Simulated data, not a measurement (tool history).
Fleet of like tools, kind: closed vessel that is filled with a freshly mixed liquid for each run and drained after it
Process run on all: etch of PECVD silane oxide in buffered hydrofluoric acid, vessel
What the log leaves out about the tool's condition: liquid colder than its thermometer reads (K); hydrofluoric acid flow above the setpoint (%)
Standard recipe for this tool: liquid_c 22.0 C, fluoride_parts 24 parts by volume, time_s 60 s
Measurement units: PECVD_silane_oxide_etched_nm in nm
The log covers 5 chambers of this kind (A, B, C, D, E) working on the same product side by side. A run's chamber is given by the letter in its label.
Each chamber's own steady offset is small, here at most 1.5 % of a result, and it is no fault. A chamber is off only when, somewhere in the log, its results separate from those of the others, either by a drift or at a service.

run,day,liquid_c,fluoride_parts,time_s,hours since the thermometer was replaced,hours since the hydrofluoric acid flow meter was replaced,"read-back film thickness of the PECVD silane oxide reference wafer, read on the same gauge (nm)",PECVD_silane_oxide_etched_nm
1C,0.196,22.0,24,60,2742.0,541.7,120.01,47.901
2A,0.454,22.0,24,60,868.9,877.0,119.99,47.401
3E,0.879,22.0,24,60,699.1,250.8,120.00,47.520
4D,1.162,22.0,24,60,140.0,980.8,119.98,47.468
5B,1.600,22.0,24,60,313.8,1718.7,120.02,47.498
6A,1.808,17.5,24,60,901.4,909.5,120.01,36.856
7C,2.079,17.5,24,60,2787.2,586.9,120.00,37.345
# day 2.142: chamber C: thermometer replaced
8D,2.300,17.5,24,60,167.3,1008.1,120.02,37.013
9E,2.492,17.5,24,60,737.8,289.5,119.97,36.773
10B,2.871,17.5,24,60,344.3,1749.2,120.03,36.570
11C,3.146,22.0,24,60,24.2,612.5,120.00,48.099
12E,3.358,22.0,24,60,758.6,310.3,119.99,47.524
13D,3.779,22.0,24,60,202.8,1043.6,120.00,47.383
14A,4.133,22.0,24,60,957.2,965.3,120.00,47.472
15B,4.542,22.0,24,60,384.4,1789.3,119.97,47.167
16A,4.921,22.0,24,60,976.1,984.2,119.99,47.402
17C,5.312,22.0,24,60,76.2,664.5,119.99,47.933
18E,5.542,19.5,24,75,811.0,362.7,120.00,51.639
19D,5.971,19.5,24,75,255.4,1096.2,120.00,51.685
20B,6.167,19.5,24,75,423.4,1828.3,119.99,51.156
21A,6.458,19.5,24,75,1013.0,1021.1,120.01,51.672
22B,6.842,19.5,24,75,439.6,1844.5,120.00,51.708
23E,7.154,22.0,24,60,849.7,401.4,120.03,47.549
24C,7.417,22.0,24,60,126.7,715.0,120.00,47.826
25D,7.838,22.0,24,60,300.2,1141.0,120.01,47.555
26B,8.212,22.0,24,60,472.5,1877.4,120.01,47.225
27C,8.550,25.5,24,45,153.9,742.2,120.00,43.481
28E,8.875,25.5,24,45,891.0,442.7,120.01,43.055
29D,9.304,25.5,24,45,335.4,1176.2,119.98,43.298
30A,9.679,25.5,24,45,1090.3,1098.4,120.01,43.503
# day 9.921: chamber C: hydrofluoric acid flow meter replaced
31A,9.950,25.5,24,45,1096.8,1104.9,119.97,43.437
32C,10.258,22.0,24,60,194.9,8.2,120.00,47.815
33E,10.638,22.0,24,60,933.3,485.0,120.01,47.575
34B,10.904,22.0,24,60,537.1,1942.0,120.01,47.610

Does one chamber stand apart from the rest, does the shared gauge drift, or is all well apart from small per-chamber offsets? Give the chamber and the most likely cause, where there is one.

No chamber stands off beyond its own small offset, and the gauge holds steady.
